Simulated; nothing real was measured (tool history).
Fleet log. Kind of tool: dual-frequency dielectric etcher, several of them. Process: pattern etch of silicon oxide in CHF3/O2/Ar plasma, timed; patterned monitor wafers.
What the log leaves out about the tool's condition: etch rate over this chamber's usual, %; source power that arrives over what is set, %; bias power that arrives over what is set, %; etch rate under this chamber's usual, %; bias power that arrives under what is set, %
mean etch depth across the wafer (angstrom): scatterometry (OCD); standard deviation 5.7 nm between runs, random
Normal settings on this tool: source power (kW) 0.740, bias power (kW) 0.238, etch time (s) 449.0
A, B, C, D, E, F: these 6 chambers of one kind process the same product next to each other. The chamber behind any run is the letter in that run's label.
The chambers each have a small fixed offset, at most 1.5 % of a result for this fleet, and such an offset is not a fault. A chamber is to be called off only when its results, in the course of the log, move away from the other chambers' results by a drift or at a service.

run,hour,source power (kW),bias power (kW),etch time (s),hours since the last wet clean,hours since the last source power generator calibration,hours since the last bias power generator calibration,"read-back reference wafer on the same gauge, depth_nm",mean etch depth across the wafer (angstrom)
1D,9.1,0.740,0.238,449.0,26.2,714.1,219.7,1090.0,10666.0
2F,16.1,0.740,0.238,449.0,107.6,1487.5,2039.6,1090.1,10368.0
3A,25.6,0.740,0.238,449.0,258.8,1394.6,580.5,1091.1,10712.0
4B,36.2,0.740,0.238,449.0,309.2,3444.4,1529.3,1089.3,10576.0
5E,45.5,0.580,0.238,538.0,373.7,2123.9,168.2,1089.3,11489.0
6C,52.7,0.580,0.238,538.0,306.8,2906.3,1921.4,1090.4,11659.0
7A,62.7,0.580,0.238,538.0,295.9,1431.7,617.6,1090.4,11742.0
8C,68.1,0.580,0.238,538.0,322.2,2921.7,1936.8,1090.8,11634.0
9F,79.5,0.580,0.238,538.0,171.0,1550.9,2103.0,1090.9,11377.0
10D,85.5,0.580,0.238,538.0,102.6,790.5,296.1,1089.9,11791.0
11E,97.3,0.740,0.190,449.0,425.5,2175.7,220.0,1090.9,9715.1
12B,103.1,0.740,0.190,449.0,376.1,3511.3,1596.2,1088.9,9813.8
13C,111.3,0.740,0.190,449.0,365.4,2964.9,1980.0,1089.8,9854.3
14A,121.5,0.740,0.190,449.0,354.7,1490.5,676.4,1089.7,9872.0
15D,130.0,0.740,0.190,449.0,147.1,835.0,340.6,1091.2,9872.2
16F,137.8,0.740,0.190,449.0,229.3,1609.2,2161.3,1089.6,9749.1
17B,146.1,0.740,0.238,449.0,419.1,3554.3,1639.2,1089.6,10521.0
18E,155.2,0.740,0.238,564.5,483.4,2233.6,277.9,1090.6,13070.0
19F,166.6,0.740,0.238,564.5,258.1,1638.0,2190.1,1090.9,13223.0
# hour 178.5: chamber C: wet clean of the chamber
20B,178.6,0.740,0.238,564.5,451.6,3586.8,1671.7,1090.2,13189.0
21E,189.6,0.740,0.238,564.5,517.8,2268.0,312.3,1092.2,12883.0
22A,201.4,0.740,0.238,564.5,434.6,1570.4,756.3,1091.0,13443.0
23D,208.2,0.740,0.238,564.5,225.3,913.2,418.8,1089.8,13378.0
24C,216.7,0.740,0.238,449.0,38.3,3070.3,2085.4,1089.1,10715.0
25A,226.4,0.740,0.238,449.0,459.6,1595.4,781.3,1090.5,10652.0
26B,235.2,0.740,0.238,449.0,508.2,3643.4,1728.3,1089.9,10548.0
27C,243.7,0.740,0.238,449.0,65.3,3097.3,2112.4,1087.9,10708.0
# hour 253.2: chamber A: wet clean of the chamber
28D,255.6,0.740,0.238,449.0,272.7,960.6,466.2,1090.4,10739.0
29F,261.5,0.740,0.238,449.0,353.0,1732.9,2285.0,1091.0,10466.0
30E,270.7,0.740,0.238,449.0,598.9,2349.1,393.4,1088.8,10088.0
31F,282.6,0.600,0.238,401.5,374.1,1754.0,2306.1,1091.2,8731.7
# hour 283.6: chamber B: wet clean of the chamber
32D,291.8,0.600,0.238,401.5,308.9,996.8,502.4,1089.6,8820.2
33A,303.5,0.600,0.238,401.5,50.4,1672.5,858.4,1091.3,8878.4
# hour 305.9: chamber C: source power generator calibrated
34C,311.3,0.600,0.238,401.5,132.9,5.4,2180.0,1091.3,8871.5
35B,317.1,0.600,0.238,401.5,33.6,3725.3,1810.2,1090.4,8659.0
36E,322.6,0.600,0.238,401.5,650.8,2401.0,445.3,1090.4,8303.1
37D,331.3,0.590,0.238,400.0,348.4,1036.3,541.9,1089.2,8772.4
38E,341.3,0.590,0.238,400.0,669.5,2419.7,464.0,1090.9,8169.2

Next, all 6 chambers run the settings below, one line each with question marks for the results. What does each chamber give?
39A,350.2,0.740,0.238,449.0,,,,,?
39B,350.2,0.740,0.238,449.0,,,,,?
39C,350.2,0.740,0.238,449.0,,,,,?
39D,350.2,0.740,0.238,449.0,,,,,?
39E,350.2,0.740,0.238,449.0,,,,,?
39F,350.2,0.740,0.238,449.0,,,,,?

run,mean etch depth across the wafer (angstrom)
39A,10805.0
39B,10584.0
39C,10726.0
39D,10747.0
39E,9967.4
39F,10550.0

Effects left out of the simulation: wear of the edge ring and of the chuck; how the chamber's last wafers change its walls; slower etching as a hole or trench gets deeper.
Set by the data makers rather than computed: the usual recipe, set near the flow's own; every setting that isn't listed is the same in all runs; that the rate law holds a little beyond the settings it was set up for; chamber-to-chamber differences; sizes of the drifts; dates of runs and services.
